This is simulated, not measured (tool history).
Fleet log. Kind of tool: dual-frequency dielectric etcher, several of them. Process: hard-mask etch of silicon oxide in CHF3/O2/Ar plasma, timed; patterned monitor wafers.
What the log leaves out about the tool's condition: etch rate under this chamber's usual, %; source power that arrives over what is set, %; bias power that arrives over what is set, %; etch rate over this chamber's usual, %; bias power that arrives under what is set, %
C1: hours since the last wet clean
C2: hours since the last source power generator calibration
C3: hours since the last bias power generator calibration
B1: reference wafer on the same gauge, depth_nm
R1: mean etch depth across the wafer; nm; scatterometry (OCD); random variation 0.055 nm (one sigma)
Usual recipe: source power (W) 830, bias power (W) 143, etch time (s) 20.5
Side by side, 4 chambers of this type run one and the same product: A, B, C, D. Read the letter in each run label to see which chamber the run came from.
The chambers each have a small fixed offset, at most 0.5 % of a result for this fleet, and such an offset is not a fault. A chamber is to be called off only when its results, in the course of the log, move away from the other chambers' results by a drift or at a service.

{"run": "1B", "hour": 8.9, "source power (W)": 830, "bias power (W)": 143, "etch time (s)": 20.5, "C1": 167.1, "C2": 3834.8, "C3": 1722.7, "B1": 39.291, "R1": 42.528}
{"run": "2A", "hour": 15.5, "source power (W)": 830, "bias power (W)": 143, "etch time (s)": 20.5, "C1": 253.9, "C2": 2807.6, "C3": 3316.6, "B1": 39.281, "R1": 42.468}
{"run": "3D", "hour": 22.1, "source power (W)": 830, "bias power (W)": 143, "etch time (s)": 20.5, "C1": 162, "C2": 771, "C3": 1185.9, "B1": 39.296, "R1": 42.667}
{"run": "4C", "hour": 31.5, "source power (W)": 830, "bias power (W)": 143, "etch time (s)": 20.5, "C1": 228.6, "C2": 1209.8, "C3": 162.9, "B1": 39.273, "R1": 42.537}
{"run": "5A", "hour": 43.6, "source power (W)": 830, "bias power (W)": 143, "etch time (s)": 20.5, "C1": 282, "C2": 2835.7, "C3": 3344.7, "B1": 39.258, "R1": 42.541}
{"hour": 47.1, "done": "chamber B: bias power generator calibrated"}
{"run": "6B", "hour": 52.9, "source power (W)": 830, "bias power (W)": 143, "etch time (s)": 20.5, "C1": 211.1, "C2": 3878.8, "C3": 5.9, "B1": 39.235, "R1": 42.471}
{"run": "7C", "hour": 58.4, "source power (W)": 830, "bias power (W)": 143, "etch time (s)": 20.5, "C1": 255.5, "C2": 1236.7, "C3": 189.8, "B1": 39.238, "R1": 42.34}
{"run": "8D", "hour": 66.6, "source power (W)": 830, "bias power (W)": 143, "etch time (s)": 20.5, "C1": 206.5, "C2": 815.5, "C3": 1230.4, "B1": 39.237, "R1": 42.538}
{"run": "9B", "hour": 72.5, "source power (W)": 830, "bias power (W)": 143, "etch time (s)": 20.5, "C1": 230.7, "C2": 3898.4, "C3": 25.5, "B1": 39.225, "R1": 42.45}
{"run": "10A", "hour": 82.1, "source power (W)": 830, "bias power (W)": 143, "etch time (s)": 20.5, "C1": 320.5, "C2": 2874.2, "C3": 3383.2, "B1": 39.214, "R1": 42.478}
{"run": "11D", "hour": 92.8, "source power (W)": 830, "bias power (W)": 143, "etch time (s)": 20.5, "C1": 232.7, "C2": 841.7, "C3": 1256.6, "B1": 39.204, "R1": 42.574}
{"run": "12C", "hour": 103.1, "source power (W)": 830, "bias power (W)": 143, "etch time (s)": 20.5, "C1": 300.2, "C2": 1281.4, "C3": 234.5, "B1": 39.191, "R1": 42.391}
{"run": "13A", "hour": 114.0, "source power (W)": 830, "bias power (W)": 143, "etch time (s)": 20.5, "C1": 352.4, "C2": 2906.1, "C3": 3415.1, "B1": 39.184, "R1": 42.44}
{"run": "14D", "hour": 121.7, "source power (W)": 830, "bias power (W)": 143, "etch time (s)": 20.5, "C1": 261.6, "C2": 870.6, "C3": 1285.5, "B1": 39.195, "R1": 42.596}
{"run": "15C", "hour": 127.9, "source power (W)": 830, "bias power (W)": 143, "etch time (s)": 20.5, "C1": 325, "C2": 1306.2, "C3": 259.3, "B1": 39.18, "R1": 42.306}
{"run": "16B", "hour": 134.3, "source power (W)": 830, "bias power (W)": 143, "etch time (s)": 20.5, "C1": 292.5, "C2": 3960.2, "C3": 87.3, "B1": 39.154, "R1": 42.383}
{"run": "17C", "hour": 145.7, "source power (W)": 830, "bias power (W)": 143, "etch time (s)": 20.5, "C1": 342.8, "C2": 1324, "C3": 277.1, "B1": 39.158, "R1": 42.272}
{"run": "18B", "hour": 154.3, "source power (W)": 830, "bias power (W)": 143, "etch time (s)": 20.5, "C1": 312.5, "C2": 3980.2, "C3": 107.3, "B1": 39.156, "R1": 42.324}
{"run": "19A", "hour": 159.9, "source power (W)": 830, "bias power (W)": 143, "etch time (s)": 20.5, "C1": 398.3, "C2": 2952, "C3": 3461, "B1": 39.133, "R1": 42.359}
{"run": "20D", "hour": 170.7, "source power (W)": 830, "bias power (W)": 143, "etch time (s)": 20.5, "C1": 310.6, "C2": 919.6, "C3": 1334.5, "B1": 39.135, "R1": 42.545}
{"run": "21D", "hour": 179.5, "source power (W)": 830, "bias power (W)": 143, "etch time (s)": 20.5, "C1": 319.4, "C2": 928.4, "C3": 1343.3, "B1": 39.128, "R1": 42.487}
{"run": "22A", "hour": 187.6, "source power (W)": 830, "bias power (W)": 143, "etch time (s)": 20.5, "C1": 426, "C2": 2979.7, "C3": 3488.7, "B1": 39.1, "R1": 42.444}
{"run": "23B", "hour": 196.3, "source power (W)": 830, "bias power (W)": 143, "etch time (s)": 20.5, "C1": 354.5, "C2": 4022.2, "C3": 149.3, "B1": 39.104, "R1": 42.385}
{"run": "24C", "hour": 203.6, "source power (W)": 830, "bias power (W)": 143, "etch time (s)": 20.5, "C1": 400.7, "C2": 1381.9, "C3": 335, "B1": 39.087, "R1": 42.291}

Is one chamber out of step, is the gauge drifting, or do the chambers differ by no more than their own small offsets? For an off chamber, give its letter and the likeliest cause.

It is the gauge, not a chamber: its drift shows up in every chamber's results at once, and no chamber is off.
Likeliest cause: gauge reads low (%) = 0.538.
